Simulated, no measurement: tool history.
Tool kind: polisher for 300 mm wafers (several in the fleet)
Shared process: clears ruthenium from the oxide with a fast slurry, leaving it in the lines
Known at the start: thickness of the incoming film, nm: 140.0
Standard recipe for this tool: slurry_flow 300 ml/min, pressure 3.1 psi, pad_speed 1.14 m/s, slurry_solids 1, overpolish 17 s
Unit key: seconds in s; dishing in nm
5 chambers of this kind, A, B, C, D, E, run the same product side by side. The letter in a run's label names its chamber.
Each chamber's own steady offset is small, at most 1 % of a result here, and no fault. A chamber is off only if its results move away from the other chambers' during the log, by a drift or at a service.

run 1E hour=7 | slurry_flow=300 pressure=3.1 pad_speed=1.14 slurry_solids=1 overpolish=17 | seconds=32.855 dishing=54.898
-- hour=12.2 chamber C: worn pad replaced by a new one
run 2C hour=16.9 | slurry_flow=300 pressure=3.1 pad_speed=1.14 slurry_solids=1 overpolish=17 | seconds=32.797 dishing=56.112
run 3A hour=21.9 | slurry_flow=300 pressure=3.1 pad_speed=1.14 slurry_solids=1 overpolish=17 | seconds=33.004 dishing=55.32
-- hour=24.8 chamber C: slurry nozzle cleaned
run 4D hour=31 | slurry_flow=300 pressure=3.1 pad_speed=1.14 slurry_solids=1 overpolish=17 | seconds=33.101 dishing=55.005
run 5B hour=40.3 | slurry_flow=300 pressure=3.1 pad_speed=1.14 slurry_solids=1 overpolish=17 | seconds=32.868 dishing=56.646
run 6A hour=48.5 | slurry_flow=300 pressure=3.1 pad_speed=1.14 slurry_solids=1 overpolish=17 | seconds=33.339 dishing=54.107
-- hour=52.5 chamber A: worn pad replaced by a new one
-- hour=53.2 chamber B: worn pad replaced by a new one
run 7E hour=56.7 | slurry_flow=300 pressure=3.1 pad_speed=1.14 slurry_solids=1 overpolish=17 | seconds=33.1 dishing=54.428
run 8B hour=64.3 | slurry_flow=300 pressure=3.1 pad_speed=1.14 slurry_solids=1 overpolish=17 | seconds=32.145 dishing=57.019
-- hour=69 chamber D: worn pad replaced by a new one
run 9C hour=74.3 | slurry_flow=300 pressure=3.1 pad_speed=1.14 slurry_solids=1 overpolish=17 | seconds=33.06 dishing=54.578
-- hour=77.1 chamber C: slurry blender recalibrated
run 10D hour=83.3 | slurry_flow=300 pressure=3.1 pad_speed=1.14 slurry_solids=1 overpolish=17 | seconds=33.447 dishing=55.461
run 11E hour=92.3 | slurry_flow=300 pressure=3.1 pad_speed=1.14 slurry_solids=1 overpolish=17 | seconds=33.248 dishing=54.873
-- hour=95.1 chamber C: worn pad replaced by a new one
-- hour=97.6 chamber A: slurry blender recalibrated
run 12B hour=98.7 | slurry_flow=300 pressure=3.1 pad_speed=0.94 slurry_solids=1 overpolish=17 | seconds=40.619 dishing=46.149
-- hour=102 chamber E: worn pad replaced by a new one
-- hour=105.2 chamber E: slurry nozzle cleaned
-- hour=105.3 chamber D: slurry blender recalibrated
run 13C hour=108.5 | slurry_flow=300 pressure=3.1 pad_speed=0.94 slurry_solids=1 overpolish=17 | seconds=39.925 dishing=47.625
-- hour=111 chamber E: slurry blender recalibrated
run 14A hour=113.2 | slurry_flow=300 pressure=3.1 pad_speed=0.94 slurry_solids=1 overpolish=17 | seconds=40.107 dishing=47.138
run 15D hour=122.6 | slurry_flow=300 pressure=3.1 pad_speed=0.94 slurry_solids=1 overpolish=17 | seconds=39.927 dishing=46.513
run 16C hour=130.4 | slurry_flow=300 pressure=3.1 pad_speed=0.94 slurry_solids=1 overpolish=17 | seconds=41.025 dishing=45.715
-- hour=133.3 chamber D: worn pad replaced by a new one
-- hour=134.7 chamber B: slurry blender recalibrated
run 17D hour=138.4 | slurry_flow=300 pressure=3.1 pad_speed=1.14 slurry_solids=1 overpolish=17 | seconds=32.85 dishing=55.812
run 18A hour=147 | slurry_flow=300 pressure=3.1 pad_speed=1.14 slurry_solids=1 overpolish=17 | seconds=33.76 dishing=56.389
-- hour=149.1 chamber A: worn pad replaced by a new one
-- hour=150.6 chamber B: head pressure recalibrated
run 19E hour=154.5 | slurry_flow=300 pressure=3.1 pad_speed=1.14 slurry_solids=1 overpolish=17 | seconds=32.879 dishing=56.537
run 20B hour=164.5 | slurry_flow=300 pressure=3.1 pad_speed=1.14 slurry_solids=1 overpolish=17 | seconds=32.957 dishing=56.267
run 21E hour=173.6 | slurry_flow=300 pressure=3.1 pad_speed=1.14 slurry_solids=1.2 overpolish=13 | seconds=30.591 dishing=46.788
run 22B hour=181.2 | slurry_flow=300 pressure=3.1 pad_speed=1.14 slurry_solids=1.2 overpolish=13 | seconds=30.551 dishing=46.769
-- hour=183 chamber C: worn pad replaced by a new one
-- hour=184.3 chamber B: worn pad replaced by a new one
-- hour=187 chamber A: slurry blender recalibrated
run 23D hour=188.2 | slurry_flow=300 pressure=3.1 pad_speed=1.14 slurry_solids=1.2 overpolish=13 | seconds=30.145 dishing=45.561
run 24C hour=197.3 | slurry_flow=300 pressure=3.1 pad_speed=1.14 slurry_solids=1.2 overpolish=13 | seconds=30.63 dishing=47.706
run 25A hour=206.7 | slurry_flow=300 pressure=3.1 pad_speed=1.14 slurry_solids=1.2 overpolish=13 | seconds=30.56 dishing=48.352
-- hour=209.3 chamber D: worn pad replaced by a new one
run 26E hour=214.5 | slurry_flow=300 pressure=3.1 pad_speed=1.14 slurry_solids=1 overpolish=17 | seconds=33.085 dishing=56.259
run 27C hour=223.8 | slurry_flow=300 pressure=3.1 pad_speed=1.14 slurry_solids=1 overpolish=17 | seconds=33.791 dishing=55.155
-- hour=229.1 chamber A: worn pad replaced by a new one
run 28D hour=230.1 | slurry_flow=300 pressure=3.1 pad_speed=1.14 slurry_solids=1 overpolish=17 | seconds=32.681 dishing=54.141
run 29A hour=239.5 | slurry_flow=300 pressure=3.1 pad_speed=1.14 slurry_solids=1 overpolish=17 | seconds=33.562 dishing=57.338
run 30B hour=246.3 | slurry_flow=300 pressure=3.1 pad_speed=1.14 slurry_solids=1 overpolish=17 | seconds=33.166 dishing=56.143
run 31C hour=251.3 | slurry_flow=300 pressure=3.1 pad_speed=1.14 slurry_solids=1 overpolish=17 | seconds=33.313 dishing=54.951
-- hour=252.5 chamber C: worn pad replaced by a new one
-- hour=254.3 chamber E: worn pad replaced by a new one
run 32A hour=257.4 | slurry_flow=360 pressure=3.1 pad_speed=1.14 slurry_solids=1 overpolish=17 | seconds=33.257 dishing=57.736
run 33D hour=266.7 | slurry_flow=360 pressure=3.1 pad_speed=1.14 slurry_solids=1 overpolish=17 | seconds=33.018 dishing=55.919
run 34E hour=272.9 | slurry_flow=360 pressure=3.1 pad_speed=1.14 slurry_solids=1 overpolish=17 | seconds=32.325 dishing=56.645
-- hour=273.3 chamber D: slurry blender recalibrated
-- hour=278.9 chamber D: worn pad replaced by a new one
-- hour=282.3 chamber A: slurry blender recalibrated
run 35B hour=282.7 | slurry_flow=360 pressure=3.1 pad_speed=1.14 slurry_solids=1 overpolish=17 | seconds=32.448 dishing=58.264
run 36B hour=289.1 | slurry_flow=360 pressure=3.1 pad_speed=1.14 slurry_solids=1 overpolish=17 | seconds=32.871 dishing=56.238
run 37E hour=298.8 | slurry_flow=300 pressure=3.1 pad_speed=1.14 slurry_solids=1 overpolish=17 | seconds=32.716 dishing=55.127
-- hour=300.9 chamber A: worn pad replaced by a new one
run 38A hour=305 | slurry_flow=300 pressure=3.1 pad_speed=1.14 slurry_solids=1 overpolish=17 | seconds=32.851 dishing=54.11
-- hour=305.7 chamber C: slurry nozzle cleaned
run 39C hour=312.5 | slurry_flow=300 pressure=3.1 pad_speed=1.14 slurry_solids=1 overpolish=17 | seconds=33.098 dishing=56.118
run 40D hour=319.4 | slurry_flow=300 pressure=3.1 pad_speed=0.92 slurry_solids=1 overpolish=7 | seconds=40.404 dishing=20.145
-- hour=323.1 chamber B: worn pad replaced by a new one
-- hour=323.4 chamber C: worn pad replaced by a new one
run 41A hour=324.2 | slurry_flow=300 pressure=3.1 pad_speed=0.92 slurry_solids=1 overpolish=7 | seconds=40.658 dishing=20.756
run 42B hour=329.2 | slurry_flow=300 pressure=3.1 pad_speed=0.92 slurry_solids=1 overpolish=7 | seconds=40.737 dishing=21.028
run 43C hour=337.8 | slurry_flow=300 pressure=3.1 pad_speed=0.92 slurry_solids=1 overpolish=7 | seconds=40.782 dishing=20.481

Is one chamber off against the others, does the gauge drift, or is nothing wrong? If a chamber is off, say which, and what the likeliest cause is.

No chamber is off and the gauge is stable; the differences are just each chamber's small, constant offset.
